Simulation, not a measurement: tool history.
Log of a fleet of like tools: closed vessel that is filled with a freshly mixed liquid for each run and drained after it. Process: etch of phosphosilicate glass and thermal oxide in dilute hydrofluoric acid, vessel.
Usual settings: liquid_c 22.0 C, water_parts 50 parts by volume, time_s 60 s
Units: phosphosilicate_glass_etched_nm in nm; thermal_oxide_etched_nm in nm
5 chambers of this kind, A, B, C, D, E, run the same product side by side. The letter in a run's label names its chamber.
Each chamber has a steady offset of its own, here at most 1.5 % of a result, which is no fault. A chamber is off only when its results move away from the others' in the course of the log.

| run | hour | liquid_c | water_parts | time_s | hours since the thermometer was replaced | hours since the hydrofluoric acid flow meter was replaced | read-back film thickness of the phosphosilicate glass reference wafer, read on the same gauge (nm) | read-back film thickness of the thermal oxide reference wafer, read on the same gauge (nm) | phosphosilicate_glass_etched_nm | thermal_oxide_etched_nm |
|---|---|---|---|---|---|---|---|---|---|---|
| 1D | 2.6 | 22.0 | 50 | 60 | 736.9 | 439.4 | 30.012 | 70.001 | 95.713 | 5.8383 |
| 2E | 5.5 | 22.0 | 50 | 60 | 1102.2 | 349.5 | 29.958 | 69.972 | 97.143 | 5.7645 |
| 3B | 9.8 | 22.0 | 50 | 60 | 1632.5 | 747.7 | 30.045 | 69.983 | 97.462 | 5.7258 |
| 4C | 15.0 | 22.0 | 50 | 60 | 1210.7 | 1492.8 | 30.015 | 69.983 | 97.746 | 5.6497 |
| 5A | 18.4 | 22.0 | 50 | 60 | 915.5 | 1304.1 | 30.034 | 69.986 | 97.661 | 5.6994 |
| 6D | 21.1 | 22.0 | 50 | 60 | 755.4 | 457.9 | 29.994 | 70.001 | 97.241 | 5.7876 |
| 7E | 25.5 | 22.0 | 50 | 60 | 1122.2 | 369.5 | 30.006 | 70.007 | 97.850 | 5.7522 |
|  | 27.1 | chamber E: hydrofluoric acid flow meter replaced |
| 8B | 29.4 | 22.0 | 50 | 60 | 1652.1 | 767.3 | 29.967 | 70.015 | 97.460 | 5.7424 |
| 9C | 33.8 | 22.0 | 50 | 60 | 1229.5 | 1511.6 | 30.006 | 69.991 | 98.168 | 5.6339 |
|  | 35.6 | chamber A: hydrofluoric acid flow meter replaced |
| 10A | 38.8 | 22.0 | 50 | 60 | 935.9 | 3.3 | 29.984 | 69.989 | 97.844 | 5.7156 |
| 11C | 43.8 | 22.0 | 50 | 60 | 1239.5 | 1521.6 | 29.977 | 70.005 | 98.304 | 5.6989 |
| 12A | 47.2 | 22.0 | 50 | 60 | 944.3 | 11.7 | 30.044 | 69.997 | 97.484 | 5.6430 |
| 13E | 50.8 | 22.0 | 50 | 60 | 1147.5 | 23.8 | 30.022 | 70.017 | 98.904 | 5.8228 |
| 14B | 55.3 | 22.0 | 50 | 60 | 1678.0 | 793.2 | 30.042 | 70.011 | 97.092 | 5.8559 |
| 15D | 58.4 | 22.0 | 50 | 60 | 792.7 | 495.2 | 29.986 | 69.981 | 96.180 | 5.8153 |
| 16E | 63.4 | 22.0 | 50 | 60 | 1160.1 | 36.4 | 30.024 | 69.988 | 97.011 | 5.7547 |
| 17B | 67.8 | 22.0 | 50 | 60 | 1690.5 | 805.7 | 29.972 | 70.008 | 98.752 | 5.7240 |
| 18D | 71.9 | 22.0 | 50 | 60 | 806.2 | 508.7 | 29.981 | 69.962 | 97.275 | 5.7440 |
| 19A | 74.9 | 22.0 | 50 | 60 | 972.0 | 39.4 | 30.003 | 70.014 | 98.058 | 5.6465 |
| 20C | 79.0 | 22.0 | 50 | 60 | 1274.7 | 1556.8 | 30.023 | 69.999 | 98.972 | 5.7281 |
| 21A | 84.0 | 22.0 | 50 | 60 | 981.1 | 48.5 | 29.983 | 70.022 | 97.594 | 5.7928 |
| 22B | 87.8 | 22.0 | 50 | 60 | 1710.5 | 825.7 | 29.973 | 70.024 | 97.095 | 5.7604 |
| 23E | 91.5 | 22.0 | 50 | 60 | 1188.2 | 64.5 | 30.009 | 69.982 | 97.493 | 5.7879 |
| 24D | 94.0 | 22.0 | 50 | 60 | 828.3 | 530.8 | 29.991 | 69.990 | 96.767 | 5.7736 |
| 25C | 98.1 | 17.5 | 50 | 60 | 1293.8 | 1575.9 | 30.038 | 69.948 | 80.718 | 4.7191 |
| 26B | 102.3 | 17.5 | 50 | 60 | 1725.0 | 840.2 | 30.010 | 69.999 | 79.350 | 4.7436 |
| 27E | 105.5 | 17.5 | 50 | 60 | 1202.2 | 78.5 | 29.975 | 70.016 | 79.959 | 4.7212 |
| 28C | 110.2 | 17.5 | 50 | 60 | 1305.9 | 1588.0 | 29.995 | 69.975 | 79.873 | 4.6677 |
| 29D | 114.3 | 17.5 | 50 | 60 | 848.6 | 551.1 | 29.957 | 69.993 | 80.001 | 4.8269 |
| 30A | 117.2 | 22.0 | 50 | 60 | 1014.3 | 81.7 | 29.984 | 69.978 | 97.673 | 5.6429 |
| 31D | 120.7 | 22.0 | 50 | 60 | 855.0 | 557.5 | 29.993 | 70.009 | 97.322 | 5.8059 |
| 32E | 123.4 | 22.0 | 50 | 60 | 1220.1 | 96.4 | 29.937 | 70.024 | 97.282 | 5.7585 |
| 33C | 126.9 | 22.0 | 50 | 60 | 1322.6 | 1604.7 | 30.025 | 69.998 | 98.192 | 5.7053 |
| 34A | 131.1 | 22.0 | 50 | 60 | 1028.2 | 95.6 | 29.995 | 70.000 | 97.733 | 5.7082 |

All 5 chambers run these settings next. Forecast each chamber's results:
| 35A | 134.9 | 22.0 | 50 | 75 |  |  |  |  | ? | ? |
| 35B | 134.9 | 22.0 | 50 | 75 |  |  |  |  | ? | ? |
| 35C | 134.9 | 22.0 | 50 | 75 |  |  |  |  | ? | ? |
| 35D | 134.9 | 22.0 | 50 | 75 |  |  |  |  | ? | ? |
| 35E | 134.9 | 22.0 | 50 | 75 |  |  |  |  | ? | ? |

| run | phosphosilicate_glass_etched_nm | thermal_oxide_etched_nm |
|---|---|---|
| 35A | 122.520 | 7.1031 |
| 35B | 122.130 | 7.2325 |
| 35C | 123.760 | 7.0448 |
| 35D | 120.560 | 7.1892 |
| 35E | 119.960 | 7.1526 |
